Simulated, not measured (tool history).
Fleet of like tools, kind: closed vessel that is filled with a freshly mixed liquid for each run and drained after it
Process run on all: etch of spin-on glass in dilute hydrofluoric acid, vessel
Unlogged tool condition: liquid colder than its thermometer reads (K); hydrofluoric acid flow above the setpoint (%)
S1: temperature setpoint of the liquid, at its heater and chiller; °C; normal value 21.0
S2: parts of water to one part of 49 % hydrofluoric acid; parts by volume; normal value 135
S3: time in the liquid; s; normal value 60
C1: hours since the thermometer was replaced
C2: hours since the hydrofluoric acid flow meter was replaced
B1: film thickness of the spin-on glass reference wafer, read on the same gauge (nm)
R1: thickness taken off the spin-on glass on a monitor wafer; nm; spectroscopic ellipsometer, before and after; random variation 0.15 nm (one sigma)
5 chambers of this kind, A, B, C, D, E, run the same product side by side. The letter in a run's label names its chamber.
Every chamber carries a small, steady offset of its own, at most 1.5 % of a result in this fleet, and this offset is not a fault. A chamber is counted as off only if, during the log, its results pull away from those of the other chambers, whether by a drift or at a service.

run     day    S1   S2  S3     C1      C2      B1       R1
 1E   0.467  21.0  135  60  541.1  1343.3  80.021  14.6560
 2C   0.679  21.0  135  60  648.8   890.2  80.002  14.4870
 3B   1.100  21.0  135  60  557.3   975.8  80.006  14.8260
      1.462  -- chamber E: thermometer replaced
 4A   1.583  21.0  135  60  249.0  1178.2  79.989  14.8010
 5D   1.946  24.5  135  35  359.2   776.6  80.001   9.6856
 6B   2.358  24.5  135  35  587.5  1006.0  80.005   9.7671
      2.546  -- chamber C: thermometer replaced
 7C   2.662  24.5  135  35    2.8   937.8  80.003   9.7927
 8A   3.029  24.5  135  35  283.7  1212.9  80.009   9.9309
 9D   3.483  24.5  135  35  396.1   813.5  80.010   9.8136
10E   3.800  21.0  135  60   56.2  1423.3  80.007  14.9390
11D   4.188  21.0  135  60  413.0   830.4  80.014  14.7050
12E   4.517  21.0  135  60   73.4  1440.5  79.991  14.9970
13B   4.846  21.0  135  60  647.2  1065.7  79.999  14.5940
14C   5.104  22.5  135  60   61.4   996.4  80.012  15.4260
15A   5.512  22.5  135  60  343.3  1272.5  79.994  15.9540
16E   5.988  22.5  135  60  108.7  1475.8  80.012  15.3690
17A   6.229  22.5  135  60  360.5  1289.7  80.013  15.5730
18C   6.554  22.5  135  60   96.2  1031.2  80.015  15.5140
19B   6.946  21.0  135  60  697.6  1116.1  79.991  14.8410
20D   7.379  21.0  135  60  489.6   907.0  79.991  15.0670
21B   7.779  21.0  135  60  717.6  1136.1  80.014  14.7540
22D   8.225  21.0  135  60  509.9   927.3  79.996  15.1390
23C   8.612  21.0  135  60  145.6  1080.6  80.013  14.4520
      8.638  -- chamber B: hydrofluoric acid flow meter replaced
24E   8.917  21.0  135  60  179.0  1546.1  80.004  14.7040
25A   9.183  21.0  135  60  431.4  1360.6  79.992  14.8960
26D   9.654  21.0  135  60  544.2   961.6  79.998  15.2590
27E  10.033  21.0  135  60  205.8  1572.9  79.997  14.5120
28C  10.358  21.0  135  35  187.5  1122.5  79.995   8.5109
29A  10.812  21.0  135  35  470.5  1399.7  79.996   8.7779
30B  11.233  21.0  135  35  800.5    62.3  80.003   8.5819
31C  11.667  21.0  135  35  218.9  1153.9  79.986   8.5564
32E  12.012  21.0  135  35  253.3  1620.4  80.007   8.6296
33B  12.246  21.0  135  60  824.8    86.6  79.986  14.8110

Is one chamber off against the others, does the gauge drift, or is nothing wrong? If a chamber is off, say which, and what the likeliest cause is.

It is chamber D that slowly wanders off from its peers.
Most likely cause: hydrofluoric acid flow above the setpoint (%) = 8.65.
With only this log, it may be confused with: liquid hotter than its thermometer reads (K).

Which of the 4 candidates below, each the usual settings with something changed and its results left as question marks, puts chamber D back in line with what the other chambers give on the usual settings?
Maximum distance from the other chambers' mean on the usual settings for a result to count as in line: R1 0.5200 nm
34D-1  12.596  21.0  125  60               ?
34D-2  12.596  21.5  120  60               ?
34D-3  12.596  20.5  150  60               ?
34D-4  12.596  21.0  135  55               ?

The mean the other chambers reach with the usual settings: R1 14.7510 nm
  run       R1
34D-1  17.4980
34D-2  18.7000
34D-3  13.9380
34D-4  14.7040
34D-4 is the one that brings the chamber's results back in line with the other chambers.
